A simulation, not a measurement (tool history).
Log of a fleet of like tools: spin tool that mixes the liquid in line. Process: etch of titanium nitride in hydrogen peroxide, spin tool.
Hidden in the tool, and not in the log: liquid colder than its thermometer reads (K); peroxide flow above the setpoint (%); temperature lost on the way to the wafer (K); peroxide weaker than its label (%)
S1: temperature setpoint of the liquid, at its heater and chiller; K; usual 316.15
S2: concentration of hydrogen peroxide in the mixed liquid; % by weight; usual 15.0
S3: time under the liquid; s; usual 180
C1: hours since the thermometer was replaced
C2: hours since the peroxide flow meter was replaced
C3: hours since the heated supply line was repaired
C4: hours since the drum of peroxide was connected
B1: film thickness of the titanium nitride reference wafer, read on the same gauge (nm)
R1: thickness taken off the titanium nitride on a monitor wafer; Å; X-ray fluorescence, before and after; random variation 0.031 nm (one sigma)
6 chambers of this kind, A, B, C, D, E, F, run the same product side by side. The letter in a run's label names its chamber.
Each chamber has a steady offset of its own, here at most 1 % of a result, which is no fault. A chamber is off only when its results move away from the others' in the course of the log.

run	hour	S1	S2	S3	C1	C2	C3	C4	B1	R1
1D	14.9	316.15	15.0	180	1563.4	1029.5	719.3	191.4	130.04	28.7830
2C	24.1	316.15	15.0	180	243.5	111.4	1239.0	1293.0	129.95	28.2230
3E	31.3	316.15	15.0	180	360.9	198.6	1916.5	369.8	129.98	28.7980
4B	44.0	316.15	15.0	180	1909.1	1444.0	798.0	868.6	130.00	28.2070
# hour 47.9: chamber F: new drum of peroxide connected
5A	58.6	316.15	15.0	180	537.5	331.9	681.2	701.6	130.06	28.2630
6F	73.4	316.15	15.0	180	2528.5	1107.2	764.4	25.5	130.01	28.2390
7E	87.2	316.15	15.0	180	416.8	254.5	1972.4	425.7	130.01	28.1730
8C	99.1	316.15	15.0	180	318.5	186.4	1314.0	1368.0	129.99	28.3390
9B	114.3	316.15	15.0	180	1979.4	1514.3	868.3	938.9	129.97	28.3820
# hour 119.2: chamber E: heated supply line repaired
10D	123.7	316.15	15.0	180	1672.2	1138.3	828.1	300.2	130.03	28.6240
11A	133.6	316.15	15.0	180	612.5	406.9	756.2	776.6	130.03	28.3430
12F	141.0	316.15	15.0	180	2596.1	1174.8	832.0	93.1	129.98	28.7130
13C	150.1	316.15	15.0	180	369.5	237.4	1365.0	1419.0	130.00	27.6840
# hour 150.7: chamber E: thermometer replaced
14A	162.0	316.15	15.0	180	640.9	435.3	784.6	805.0	130.00	28.4970
# hour 170.4: chamber B: new drum of peroxide connected
15B	176.5	316.15	15.0	180	2041.6	1576.5	930.5	6.1	130.01	28.1930
16E	188.9	316.15	15.0	180	38.2	356.2	69.7	527.4	129.99	28.4850
17D	199.4	309.15	15.0	95	1747.9	1214.0	903.8	375.9	130.02	8.5099
18F	213.6	309.15	15.0	95	2668.7	1247.4	904.6	165.7	129.94	8.7957
# hour 222.1: chamber B: thermometer replaced
19F	227.7	309.15	15.0	95	2682.8	1261.5	918.7	179.8	130.00	8.8037
20C	238.8	309.15	15.0	95	458.2	326.1	1453.7	1507.7	129.97	8.6759
21B	253.0	309.15	15.0	95	30.9	1653.0	1007.0	82.6	130.02	8.8648
22E	267.1	309.15	15.0	95	116.4	434.4	147.9	605.6	130.00	8.9624
23D	278.8	316.15	15.0	180	1827.3	1293.4	983.2	455.3	129.95	27.0620
24A	294.1	316.15	15.0	180	773.0	567.4	916.7	937.1	130.03	28.5530
# hour 294.2: chamber F: thermometer replaced
25A	304.9	316.15	15.0	180	783.8	578.2	927.5	947.9	130.01	28.6820
26E	311.8	308.65	15.0	220	161.1	479.1	192.6	650.3	130.01	19.7390
27B	326.5	308.65	15.0	220	104.4	1726.5	1080.5	156.1	130.00	19.7910
28F	341.1	308.65	15.0	220	46.9	1374.9	1032.1	293.2	129.96	19.4030
# hour 349.2: chamber C: new drum of peroxide connected
29C	351.8	308.65	15.0	220	571.2	439.1	1566.7	2.6	129.99	19.5320
# hour 352.7: chamber A: new drum of peroxide connected
30D	362.2	308.65	15.0	220	1910.7	1376.8	1066.6	538.7	130.01	17.7020
# hour 369.2: chamber E: new drum of peroxide connected
31A	370.9	308.65	15.0	220	849.8	644.2	993.5	18.3	130.01	19.8060
32B	380.5	316.15	15.0	180	158.4	1780.5	1134.5	210.1	129.99	28.2480
33D	390.7	316.15	15.0	180	1939.2	1405.3	1095.1	567.2	129.97	26.3560
34F	404.7	316.15	15.0	180	110.5	1438.5	1095.7	356.8	130.01	28.4530
# hour 409.7: chamber D: new drum of peroxide connected
35C	415.0	316.15	15.0	180	634.4	502.3	1629.9	65.8	130.04	28.2140
36E	422.2	316.15	15.0	180	271.5	589.5	303.0	53.1	130.04	28.8230
37D	431.9	316.15	15.0	180	1980.4	1446.5	1136.3	22.3	130.05	25.7970
38A	446.0	316.15	15.0	180	924.9	719.3	1068.6	93.4	129.99	28.7720
39F	453.5	316.15	15.0	180	159.3	1487.3	1144.5	405.6	129.97	28.8240

All 6 chambers run these settings next. Forecast each chamber's results:
40A	464.6	316.15	17.5	180						?
40B	464.6	316.15	17.5	180						?
40C	464.6	316.15	17.5	180						?
40D	464.6	316.15	17.5	180						?
40E	464.6	316.15	17.5	180						?
40F	464.6	316.15	17.5	180						?

run	R1
40A	29.3740
40B	29.9470
40C	29.1320
40D	26.9010
40E	30.0360
40F	29.6550
